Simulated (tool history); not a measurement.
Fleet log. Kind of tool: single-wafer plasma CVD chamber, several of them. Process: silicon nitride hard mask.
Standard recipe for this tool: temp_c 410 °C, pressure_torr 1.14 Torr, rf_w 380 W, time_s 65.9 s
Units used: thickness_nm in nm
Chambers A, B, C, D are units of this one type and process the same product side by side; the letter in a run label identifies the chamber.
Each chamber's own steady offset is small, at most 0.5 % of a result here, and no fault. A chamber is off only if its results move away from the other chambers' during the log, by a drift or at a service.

run    day  temp_c  pressure_torr  rf_w  time_s  hours since the last thermocouple change  hours since the last RF generator calibration  hours since the last manometer calibration  read-back reference wafer on the same gauge, thickness_nm  thickness_nm
 1C  0.262     410           1.14   380    65.9                                    2894.9                                          142.2                                       264.6                                                     94.054        79.166
 2D  0.588     410           1.14   380    65.9                                    1367.2                                           21.2                                      1635.3                                                     93.999        79.082
 3A  0.925     410           1.14   380    65.9                                     853.6                                         2327.7                                      1797.8                                                     93.928        78.858
 4B  1.308     410           1.14   380    65.9                                    1440.1                                          239.1                                      1456.9                                                     94.002        79.494
 5C  1.542     410           1.14   380    65.9                                    2925.6                                          172.9                                       295.3                                                     93.997        79.350
     1.746  -- chamber A: RF generator calibrated
 6A  1.842     410           1.14   380    65.9                                     875.6                                            2.3                                      1819.8                                                     93.975        78.775
 7D  2.108     410           1.14   380    65.9                                    1403.7                                           57.7                                      1671.8                                                     93.975        78.836
 8B  2.442     410           1.14   380    65.9                                    1467.3                                          266.3                                      1484.1                                                     94.077        79.387
 9D  2.796     410           1.14   380    65.9                                    1420.2                                           74.2                                      1688.3                                                     93.968        79.261
10A  3.108     410           1.14   380    59.0                                     906.0                                           32.7                                      1850.2                                                     94.001        70.452
11C  3.329     410           1.14   380    59.0                                    2968.5                                          215.8                                       338.2                                                     94.011        71.228
12B  3.558     410           1.14   380    59.0                                    1494.1                                          293.1                                      1510.9                                                     93.978        71.338
13C  3.762     410           1.14   380    59.0                                    2978.9                                          226.2                                       348.6                                                     93.991        71.329
14B  4.004     410           1.14   380    65.9                                    1504.8                                          303.8                                      1521.6                                                     93.949        79.075
15A  4.192     410           1.37   380    55.2                                     932.0                                           58.7                                      1876.2                                                     94.037        69.856
16D  4.425     410           1.37   380    55.2                                    1459.3                                          113.3                                      1727.4                                                     93.999        70.422
17D  4.650     410           1.37   380    55.2                                    1464.7                                          118.7                                      1732.8                                                     94.045        70.136
18A  5.021     410           1.37   380    55.2                                     951.9                                           78.6                                      1896.1                                                     93.957        69.967
19C  5.354     410           1.04   380    65.9                                    3017.1                                          264.4                                       386.8                                                     93.944        77.155
20B  5.667     410           1.04   380    65.9                                    1544.7                                          343.7                                      1561.5                                                     94.026        76.399
21B  5.867     410           1.04   380    65.9                                    1549.5                                          348.5                                      1566.3                                                     94.027        76.911
22D  6.262     410           1.04   380    65.9                                    1503.4                                          157.4                                      1771.5                                                     93.938        77.144
23A  6.462     410           1.14   380    65.9                                     986.5                                          113.2                                      1930.7                                                     94.023        78.845
24C  6.779     410           1.14   380    65.9                                    3051.3                                          298.6                                       421.0                                                     93.987        79.387

Decide between three cases: one chamber stands off from its peers, the gauge reading all wafers drifts, or nothing is wrong past each chamber's small offset. Where a chamber is off, say which and what most likely put it there.

The fleet is healthy, with each chamber sitting at its usual small offset and no drift in the gauge.
